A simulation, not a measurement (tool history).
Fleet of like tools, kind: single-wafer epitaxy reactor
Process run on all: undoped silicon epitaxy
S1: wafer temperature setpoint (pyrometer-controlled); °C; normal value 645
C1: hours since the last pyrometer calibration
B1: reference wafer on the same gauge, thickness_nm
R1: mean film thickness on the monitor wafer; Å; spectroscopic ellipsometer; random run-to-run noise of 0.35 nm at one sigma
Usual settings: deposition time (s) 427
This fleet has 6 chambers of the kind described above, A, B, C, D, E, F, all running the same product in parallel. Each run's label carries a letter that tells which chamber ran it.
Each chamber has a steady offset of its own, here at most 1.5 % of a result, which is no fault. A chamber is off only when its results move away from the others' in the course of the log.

run 1A hour=8.4 | S1=645 deposition_time_(s)=427 | C1=1257.9 | B1=55.066 | R1=647.01
run 2C hour=16.1 | S1=645 deposition_time_(s)=427 | C1=356.9 | B1=55.074 | R1=649.15
run 3B hour=20.3 | S1=645 deposition_time_(s)=427 | C1=1952.4 | B1=55.095 | R1=641.9
run 4D hour=25.2 | S1=645 deposition_time_(s)=427 | C1=87 | B1=55.131 | R1=635.68
run 5F hour=33.5 | S1=645 deposition_time_(s)=427 | C1=2037 | B1=55.045 | R1=641.01
run 6E hour=39 | S1=645 deposition_time_(s)=427 | C1=976.8 | B1=55.105 | R1=641.91
run 7E hour=43.8 | S1=645 deposition_time_(s)=427 | C1=981.6 | B1=55.056 | R1=647.92
run 8D hour=51.8 | S1=645 deposition_time_(s)=427 | C1=113.6 | B1=55.207 | R1=634.91
run 9A hour=57.1 | S1=645 deposition_time_(s)=427 | C1=1306.6 | B1=55.071 | R1=648.18
run 10F hour=61.3 | S1=645 deposition_time_(s)=427 | C1=2064.8 | B1=55.161 | R1=645.64
run 11C hour=66.4 | S1=645 deposition_time_(s)=427 | C1=407.2 | B1=54.969 | R1=649.37
run 12B hour=71.9 | S1=645 deposition_time_(s)=427 | C1=2004 | B1=55.12 | R1=641.17
run 13A hour=77.6 | S1=645 deposition_time_(s)=427 | C1=1327.1 | B1=55.141 | R1=651.36
run 14E hour=85.7 | S1=645 deposition_time_(s)=427 | C1=1023.5 | B1=55.147 | R1=645.15
run 15B hour=91.9 | S1=645 deposition_time_(s)=427 | C1=2024 | B1=55.067 | R1=638.4
run 16C hour=100.5 | S1=632 deposition_time_(s)=368 | C1=441.3 | B1=55.064 | R1=414.19
run 17F hour=107 | S1=632 deposition_time_(s)=368 | C1=2110.5 | B1=55.148 | R1=417.8
run 18D hour=114.1 | S1=632 deposition_time_(s)=368 | C1=175.9 | B1=55.114 | R1=410.09
run 19C hour=120.5 | S1=632 deposition_time_(s)=368 | C1=461.3 | B1=55.208 | R1=414.83
run 20D hour=128.7 | S1=632 deposition_time_(s)=368 | C1=190.5 | B1=55.15 | R1=407.27
run 21E hour=135.5 | S1=632 deposition_time_(s)=368 | C1=1073.3 | B1=55.14 | R1=416.79
run 22F hour=144 | S1=645 deposition_time_(s)=427 | C1=2147.5 | B1=55.089 | R1=644.32
run 23B hour=152.1 | S1=645 deposition_time_(s)=427 | C1=2084.2 | B1=55.051 | R1=640.4
run 24A hour=159.6 | S1=645 deposition_time_(s)=427 | C1=1409.1 | B1=55.105 | R1=650.12
run 25C hour=166.4 | S1=645 deposition_time_(s)=427 | C1=507.2 | B1=55.038 | R1=648.41
run 26A hour=171.8 | S1=645 deposition_time_(s)=427 | C1=1421.3 | B1=55.128 | R1=647.44
run 27F hour=179.4 | S1=645 deposition_time_(s)=427 | C1=2182.9 | B1=55.107 | R1=642.02
run 28E hour=185.8 | S1=645 deposition_time_(s)=427 | C1=1123.6 | B1=55.228 | R1=648.12
run 29D hour=190.3 | S1=645 deposition_time_(s)=427 | C1=252.1 | B1=55.1 | R1=634.9
run 30B hour=197.7 | S1=645 deposition_time_(s)=427 | C1=2129.8 | B1=55.069 | R1=642.2
run 31F hour=202 | S1=645 deposition_time_(s)=427 | C1=2205.5 | B1=55.081 | R1=638.84
run 32A hour=206.4 | S1=645 deposition_time_(s)=427 | C1=1455.9 | B1=55.086 | R1=646.52
run 33C hour=213.4 | S1=645 deposition_time_(s)=427 | C1=554.2 | B1=55.092 | R1=652.21
run 34B hour=220.6 | S1=645 deposition_time_(s)=427 | C1=2152.7 | B1=55.024 | R1=641.35
run 35D hour=225.3 | S1=645 deposition_time_(s)=427 | C1=287.1 | B1=55.068 | R1=632.34
run 36E hour=233.5 | S1=645 deposition_time_(s)=427 | C1=1171.3 | B1=55.08 | R1=647.6
run 37F hour=239.2 | S1=645 deposition_time_(s)=427 | C1=2242.7 | B1=55.1 | R1=648.94
run 38C hour=243.3 | S1=645 deposition_time_(s)=427 | C1=584.1 | B1=55.08 | R1=646.85
run 39D hour=250.3 | S1=655 deposition_time_(s)=457 | C1=312.1 | B1=55.026 | R1=840.94
run 40A hour=258.9 | S1=655 deposition_time_(s)=457 | C1=1508.4 | B1=55.082 | R1=862.5

Each of the 6 chambers runs these same settings next. Fill in every chamber's results:
run 41A hour=265.6 | S1=631 deposition_time_(s)=427 | R1=?
run 41B hour=265.6 | S1=631 deposition_time_(s)=427 | R1=?
run 41C hour=265.6 | S1=631 deposition_time_(s)=427 | R1=?
run 41D hour=265.6 | S1=631 deposition_time_(s)=427 | R1=?
run 41E hour=265.6 | S1=631 deposition_time_(s)=427 | R1=?
run 41F hour=265.6 | S1=631 deposition_time_(s)=427 | R1=?

run=41A R1=476.34
run=41B R1=471.19
run=41C R1=473.87
run=41D R1=467.85
run=41E R1=471.29
run=41F R1=471.21
